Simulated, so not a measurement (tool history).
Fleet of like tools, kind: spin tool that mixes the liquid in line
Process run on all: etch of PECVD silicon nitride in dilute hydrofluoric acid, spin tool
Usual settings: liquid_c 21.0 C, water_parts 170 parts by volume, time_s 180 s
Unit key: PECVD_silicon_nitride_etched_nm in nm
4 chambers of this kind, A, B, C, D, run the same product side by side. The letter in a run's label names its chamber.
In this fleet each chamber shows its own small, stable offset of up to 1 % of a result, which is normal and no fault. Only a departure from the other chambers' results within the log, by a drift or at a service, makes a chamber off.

run	hour	liquid_c	water_parts	time_s	hours since the thermometer was replaced	hours since the hydrofluoric acid flow meter was replaced	read-back film thickness of the PECVD silicon nitride reference wafer, read on the same gauge (nm)	PECVD_silicon_nitride_etched_nm
1A	5.6	21.0	170	180	309.8	847.1	130.00	1.58140
2B	16.2	21.0	170	180	475.8	381.7	129.98	1.49210
3D	22.0	21.0	170	180	1300.4	46.3	130.02	1.50510
4C	31.7	21.0	170	180	542.3	158.2	130.03	1.47290
5A	43.0	21.0	170	180	347.2	884.5	130.03	1.49590
6B	55.3	19.5	170	110	514.9	420.8	130.01	0.82796
7C	61.8	19.5	170	110	572.4	188.3	129.98	0.82110
8D	68.7	19.5	170	110	1347.1	93.0	130.03	0.83168
9A	78.2	19.5	170	110	382.4	919.7	129.97	0.82310
10D	88.6	21.0	170	180	1367.0	112.9	129.98	1.51440
11C	97.1	21.0	170	180	607.7	223.6	130.00	1.44110
12B	103.0	21.0	170	180	562.6	468.5	130.01	1.45900
13D	112.7	21.0	170	180	1391.1	137.0	130.05	1.52450
14A	123.7	21.0	170	180	427.9	965.2	130.00	1.52620
15B	132.5	21.0	170	180	592.1	498.0	130.00	1.48170
16C	143.8	21.0	170	180	654.4	270.3	130.00	1.42100
17C	152.9	21.0	170	180	663.5	279.4	130.00	1.38590
18D	159.7	21.0	170	180	1438.1	184.0	129.97	1.48420
19B	171.9	21.0	170	180	631.5	537.4	129.98	1.49000
20A	179.4	21.0	170	180	483.6	1020.9	130.00	1.53910
21C	185.4	21.0	170	180	696.0	311.9	130.00	1.44320
22D	195.5	21.0	170	180	1473.9	219.8	130.00	1.50100
# hour 201.1: chamber A: hydrofluoric acid flow meter replaced
23B	202.7	21.0	170	180	662.3	568.2	130.00	1.46390
24A	208.6	21.0	170	180	512.8	7.5	130.03	1.56260
25B	216.2	21.0	170	180	675.8	581.7	130.01	1.44960
26A	223.8	21.0	170	180	528.0	22.7	130.00	1.49090
27D	234.1	21.0	170	180	1512.5	258.4	130.04	1.50530
28C	244.7	21.0	170	180	755.3	371.2	130.00	1.32830
29C	250.3	21.0	170	180	760.9	376.8	130.00	1.29910
30D	256.6	21.0	170	180	1535.0	280.9	130.06	1.52540
31A	266.6	21.0	170	180	570.8	65.5	130.00	1.54050
32B	276.4	21.0	170	180	736.0	641.9	130.03	1.49200
33A	287.6	21.0	170	180	591.8	86.5	130.00	1.51660
34D	298.1	21.0	170	180	1576.5	322.4	129.99	1.50370

Which is it: a chamber that has drifted or been left off by a service, a gauge drift common to all chambers, or only each chamber's usual small offset? If a chamber is off, name it and its likeliest cause.

It is chamber C that slowly wanders off from its peers.
Cause: liquid colder than its thermometer reads (K) = 2.23.
With only this log, it may be confused with: hydrofluoric acid flow below the setpoint (%).

Chamber C could run next with any of the 4 candidate recipes listed below; each alters the usual settings, and their results appear as question marks. Which one brings its results back in line with what the other chambers deliver on the usual settings?
Maximum distance from the other chambers' mean on the usual settings for a result to count as in line: PECVD_silicon_nitride_etched_nm 0.09200 nm
35C-1	307.0	19.0	170	180				?
35C-2	307.0	21.5	150	210				?
35C-3	307.0	21.5	170	200				?
35C-4	307.0	21.0	190	145				?

Mean of the other chambers on the usual settings: PECVD_silicon_nitride_etched_nm 1.49240 nm
run	PECVD_silicon_nitride_etched_nm
35C-1	1.11060
35C-2	1.73190
35C-3	1.45880
35C-4	0.91821
The right change is 35C-3: it brings the chamber back within the allowed miss of the others.
